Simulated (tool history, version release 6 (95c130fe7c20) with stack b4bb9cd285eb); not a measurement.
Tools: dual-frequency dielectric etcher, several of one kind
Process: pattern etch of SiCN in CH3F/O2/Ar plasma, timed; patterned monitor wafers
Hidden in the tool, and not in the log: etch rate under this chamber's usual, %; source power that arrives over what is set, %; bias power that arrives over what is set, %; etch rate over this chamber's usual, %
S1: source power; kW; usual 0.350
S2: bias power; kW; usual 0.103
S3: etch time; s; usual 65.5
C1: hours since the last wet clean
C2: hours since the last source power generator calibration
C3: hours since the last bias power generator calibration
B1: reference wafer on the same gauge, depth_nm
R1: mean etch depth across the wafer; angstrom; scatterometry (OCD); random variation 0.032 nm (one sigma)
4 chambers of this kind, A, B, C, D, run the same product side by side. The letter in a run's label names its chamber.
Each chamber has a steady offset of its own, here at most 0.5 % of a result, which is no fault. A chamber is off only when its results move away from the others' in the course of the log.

run 1D hour=6.3 | S1=0.350 S2=0.103 S3=65.5 | C1=186.4 C2=601.0 C3=2449.9 | B1=21.506 | R1=266.16
run 2C hour=10.3 | S1=0.350 S2=0.103 S3=65.5 | C1=182.4 C2=1526.6 C3=351.6 | B1=21.511 | R1=266.13
run 3A hour=18.3 | S1=0.350 S2=0.103 S3=65.5 | C1=124.3 C2=3437.9 C3=825.8 | B1=21.511 | R1=266.20
run 4B hour=26.6 | S1=0.350 S2=0.103 S3=65.5 | C1=117.5 C2=254.6 C3=1311.1 | B1=21.518 | R1=268.29
run 5D hour=34.1 | S1=0.350 S2=0.103 S3=65.5 | C1=214.2 C2=628.8 C3=2477.7 | B1=21.519 | R1=266.14
run 6A hour=40.7 | S1=0.350 S2=0.103 S3=65.5 | C1=146.7 C2=3460.3 C3=848.2 | B1=21.522 | R1=266.25
run 7C hour=45.7 | S1=0.350 S2=0.103 S3=65.5 | C1=217.8 C2=1562.0 C3=387.0 | B1=21.524 | R1=266.32
run 8B hour=50.3 | S1=0.350 S2=0.103 S3=65.5 | C1=141.2 C2=278.3 C3=1334.8 | B1=21.527 | R1=268.55
run 9A hour=56.6 | S1=0.350 S2=0.103 S3=65.5 | C1=162.6 C2=3476.2 C3=864.1 | B1=21.534 | R1=267.04
run 10D hour=61.5 | S1=0.350 S2=0.103 S3=65.5 | C1=241.6 C2=656.2 C3=2505.1 | B1=21.531 | R1=265.80
run 11B hour=69.1 | S1=0.350 S2=0.103 S3=65.5 | C1=160.0 C2=297.1 C3=1353.6 | B1=21.539 | R1=267.99
run 12C hour=76.9 | S1=0.350 S2=0.103 S3=65.5 | C1=249.0 C2=1593.2 C3=418.2 | B1=21.547 | R1=266.71
run 13A hour=83.2 | S1=0.350 S2=0.103 S3=65.5 | C1=189.2 C2=3502.8 C3=890.7 | B1=21.542 | R1=266.39
run 14B hour=88.2 | S1=0.350 S2=0.103 S3=65.5 | C1=179.1 C2=316.2 C3=1372.7 | B1=21.549 | R1=268.79
run 15C hour=96.6 | S1=0.350 S2=0.103 S3=65.5 | C1=268.7 C2=1612.9 C3=437.9 | B1=21.552 | R1=267.21
run 16D hour=104.5 | S1=0.350 S2=0.103 S3=65.5 | C1=284.6 C2=699.2 C3=2548.1 | B1=21.558 | R1=266.50
run 17B hour=111.4 | S1=0.350 S2=0.103 S3=65.5 | C1=202.3 C2=339.4 C3=1395.9 | B1=21.561 | R1=268.49
run 18D hour=115.9 | S1=0.390 S2=0.103 S3=58.0 | C1=296.0 C2=710.6 C3=2559.5 | B1=21.565 | R1=245.02
run 19A hour=124.0 | S1=0.390 S2=0.103 S3=58.0 | C1=230.0 C2=3543.6 C3=931.5 | B1=21.570 | R1=245.34
run 20C hour=129.9 | S1=0.390 S2=0.103 S3=58.0 | C1=302.0 C2=1646.2 C3=471.2 | B1=21.572 | R1=246.48
run 21A hour=136.9 | S1=0.390 S2=0.103 S3=58.0 | C1=242.9 C2=3556.5 C3=944.4 | B1=21.570 | R1=245.42
run 22C hour=143.5 | S1=0.350 S2=0.103 S3=65.5 | C1=315.6 C2=1659.8 C3=484.8 | B1=21.578 | R1=267.45
run 23D hour=147.8 | S1=0.350 S2=0.103 S3=65.5 | C1=327.9 C2=742.5 C3=2591.4 | B1=21.583 | R1=267.01
run 24B hour=154.0 | S1=0.350 S2=0.103 S3=65.5 | C1=244.9 C2=382.0 C3=1438.5 | B1=21.578 | R1=269.31
run 25A hour=160.1 | S1=0.410 S2=0.103 S3=55.0 | C1=266.1 C2=3579.7 C3=967.6 | B1=21.585 | R1=237.55
run 26B hour=168.0 | S1=0.410 S2=0.103 S3=55.0 | C1=258.9 C2=396.0 C3=1452.5 | B1=21.597 | R1=239.28
run 27C hour=172.0 | S1=0.410 S2=0.103 S3=55.0 | C1=344.1 C2=1688.3 C3=513.3 | B1=21.594 | R1=238.58
run 28D hour=177.8 | S1=0.410 S2=0.103 S3=55.0 | C1=357.9 C2=772.5 C3=2621.4 | B1=21.603 | R1=237.05
run 29A hour=184.7 | S1=0.350 S2=0.103 S3=65.5 | C1=290.7 C2=3604.3 C3=992.2 | B1=21.601 | R1=267.40
run 30D hour=191.8 | S1=0.350 S2=0.103 S3=65.5 | C1=371.9 C2=786.5 C3=2635.4 | B1=21.607 | R1=267.26

All 4 chambers run these settings next. Forecast each chamber's results:
run 31A hour=197.9 | S1=0.350 S2=0.103 S3=65.5 | R1=?
run 31B hour=197.9 | S1=0.350 S2=0.103 S3=65.5 | R1=?
run 31C hour=197.9 | S1=0.350 S2=0.103 S3=65.5 | R1=?
run 31D hour=197.9 | S1=0.350 S2=0.103 S3=65.5 | R1=?

run=31A R1=266.76
run=31B R1=269.44
run=31C R1=267.59
run=31D R1=267.10
